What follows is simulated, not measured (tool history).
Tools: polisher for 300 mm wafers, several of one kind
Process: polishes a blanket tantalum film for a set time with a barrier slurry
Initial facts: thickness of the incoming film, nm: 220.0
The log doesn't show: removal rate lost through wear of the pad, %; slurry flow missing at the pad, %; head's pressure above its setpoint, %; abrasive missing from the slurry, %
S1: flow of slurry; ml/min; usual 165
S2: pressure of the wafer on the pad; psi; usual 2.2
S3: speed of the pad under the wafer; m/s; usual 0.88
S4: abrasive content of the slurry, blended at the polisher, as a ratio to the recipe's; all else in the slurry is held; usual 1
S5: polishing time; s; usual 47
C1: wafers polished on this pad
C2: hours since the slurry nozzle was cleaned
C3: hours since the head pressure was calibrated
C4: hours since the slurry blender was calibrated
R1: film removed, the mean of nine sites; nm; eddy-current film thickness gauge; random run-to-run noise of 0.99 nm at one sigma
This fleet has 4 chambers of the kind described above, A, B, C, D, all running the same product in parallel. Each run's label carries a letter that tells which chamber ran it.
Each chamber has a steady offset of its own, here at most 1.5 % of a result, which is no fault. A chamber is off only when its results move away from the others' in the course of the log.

Run 1D, hour 5.8: usual settings; C1 514; C2 110.6; C3 392.4; C4 34.1. Result: R1 89.764 nm.
Run 2B, hour 12.8: usual settings; C1 267; C2 230.8; C3 834.1; C4 306.6. Result: R1 89.314 nm.
At hour 16.9: chamber C: worn pad replaced by a new one.
Run 3C, hour 23.3: usual settings; C1 118; C2 183.2; C3 236.9; C4 156.5. Result: R1 88.468 nm.
At hour 32.0: chamber A: worn pad replaced by a new one.
Run 4A, hour 32.7: usual settings; C1 13; C2 212.1; C3 954.5; C4 370.2. Result: R1 91.115 nm.
At hour 34.8: chamber B: worn pad replaced by a new one.
Run 5B, hour 38.3: usual settings; C1 64; C2 256.3; C3 859.6; C4 332.1. Result: R1 87.608 nm.
Run 6D, hour 48.5: usual settings; C1 1295; C2 153.3; C3 435.1; C4 76.8. Result: R1 88.559 nm.
At hour 50.6: chamber D: worn pad replaced by a new one.
Run 7A, hour 56.3: usual settings; C1 445; C2 235.7; C3 978.1; C4 393.8. Result: R1 89.357 nm.
Run 8C, hour 62.0: usual settings; C1 826; C2 221.9; C3 275.6; C4 195.2. Result: R1 88.522 nm.
At hour 67.5: chamber A: slurry blender recalibrated.
Run 9C, hour 68.6: usual settings; C1 947; C2 228.5; C3 282.2; C4 201.8. Result: R1 88.894 nm.
At hour 70.4: chamber B: worn pad replaced by a new one.
At hour 72.7: chamber D: slurry blender recalibrated.
Run 10D, hour 74.8: usual settings; C1 443; C2 179.6; C3 461.4; C4 2.1. Result: R1 89.563 nm.
Run 11B, hour 80.3: usual settings; C1 181; C2 298.3; C3 901.6; C4 374.1. Result: R1 86.079 nm.
At hour 81.8: chamber A: worn pad replaced by a new one.
At hour 82.9: chamber C: slurry blender recalibrated.
Run 12A, hour 88.7: usual settings; C1 128; C2 268.1; C3 1010.5; C4 21.3. Result: R1 89.077 nm.
Run 13B, hour 93.9: usual settings; C1 429; C2 311.9; C3 915.2; C4 387.7. Result: R1 86.994 nm.
At hour 94.1: chamber C: worn pad replaced by a new one.
Run 14A, hour 100.9: usual settings; C1 351; C2 280.3; C3 1022.7; C4 33.5. Result: R1 86.822 nm.
Run 15D, hour 107.2: usual settings but S1 120 ml/min, S3 0.74 m/s; C1 1036; C2 212.0; C3 493.8; C4 34.5. Result: R1 69.388 nm.
Run 16C, hour 114.8: usual settings but S1 120 ml/min, S3 0.74 m/s; C1 379; C2 274.7; C3 328.4; C4 31.9. Result: R1 70.663 nm.
At hour 115.0: chamber B: worn pad replaced by a new one.
Run 17D, hour 120.1: usual settings but S1 120 ml/min, S3 0.74 m/s; C1 1271; C2 224.9; C3 506.7; C4 47.4. Result: R1 70.159 nm.
At hour 126.9: chamber D: worn pad replaced by a new one.
At hour 127.3: chamber C: slurry nozzle cleaned.
Run 18B, hour 127.3: usual settings but S1 120 ml/min, S3 0.74 m/s; C1 225; C2 345.3; C3 948.6; C4 421.1. Result: R1 68.300 nm.
Run 19A, hour 134.4: usual settings; C1 963; C2 313.8; C3 1056.2; C4 67.0. Result: R1 89.075 nm.
At hour 135.3: chamber A: worn pad replaced by a new one.
Run 20C, hour 139.6: usual settings; C1 833; C2 12.4; C3 353.2; C4 56.7. Result: R1 90.200 nm.
Run 21C, hour 148.7: usual settings; C1 999; C2 21.5; C3 362.3; C4 65.8. Result: R1 91.714 nm.
Run 22A, hour 159.4: usual settings; C1 441; C2 338.8; C3 1081.2; C4 92.0. Result: R1 88.110 nm.
At hour 160.0: chamber C: worn pad replaced by a new one.
At hour 161.7: chamber B: worn pad replaced by a new one.
Run 23D, hour 169.7: usual settings; C1 784; C2 274.5; C3 556.3; C4 97.0. Result: R1 88.047 nm.
At hour 171.7: chamber D: slurry blender recalibrated.
Run 24B, hour 178.6: usual settings; C1 309; C2 396.6; C3 999.9; C4 472.4. Result: R1 81.304 nm.
At hour 179.1: chamber A: worn pad replaced by a new one.
Run 25D, hour 183.8: usual settings; C1 1042; C2 288.6; C3 570.4; C4 12.1. Result: R1 90.459 nm.
Run 26C, hour 190.7: usual settings; C1 563; C2 63.5; C3 404.3; C4 107.8. Result: R1 89.989 nm.
Run 27A, hour 201.0: usual settings; C1 401; C2 380.4; C3 1122.8; C4 133.6. Result: R1 89.249 nm.
At hour 201.1: chamber B: worn pad replaced by a new one.
Run 28B, hour 206.0: usual settings; C1 90; C2 424.0; C3 1027.3; C4 499.8. Result: R1 79.802 nm.

What goes on in this fleet: one chamber off, a drifting gauge, or nothing beyond the chambers' own small offsets? Name the chamber and the cause, if any.

Chamber B drifts away from the others.
Cause: abrasive missing from the slurry, % = 23.6.
With only this log, it may be confused with: slurry flow missing at the pad, %; head's pressure below its setpoint, %.

Chamber B could run next with any of the 4 candidate recipes listed below; each alters the usual settings, and their results appear as question marks. Which one brings its results back in line with what the other chambers deliver on the usual settings?
In line means no further than this from the other chambers' mean on the usual settings: R1 3.500 nm
Run 29B-1, hour 213.7: usual settings but S2 2.4 psi. Result: R1 ?.
Run 29B-2, hour 213.7: usual settings but S2 2.0 psi, S5 43 s. Result: R1 ?.
Run 29B-3, hour 213.7: usual settings but S2 2.3 psi, S3 0.94 m/s, S5 50 s. Result: R1 ?.
Run 29B-4, hour 213.7: usual settings but S3 0.80 m/s. Result: R1 ?.

On the usual settings, the other chambers give on average: R1 89.199 nm
  run      R1
29B-1  88.567
29B-2  67.652
29B-3  96.461
29B-4  73.905
The answer is 29B-1, which returns the chamber to within the allowed miss of the others.

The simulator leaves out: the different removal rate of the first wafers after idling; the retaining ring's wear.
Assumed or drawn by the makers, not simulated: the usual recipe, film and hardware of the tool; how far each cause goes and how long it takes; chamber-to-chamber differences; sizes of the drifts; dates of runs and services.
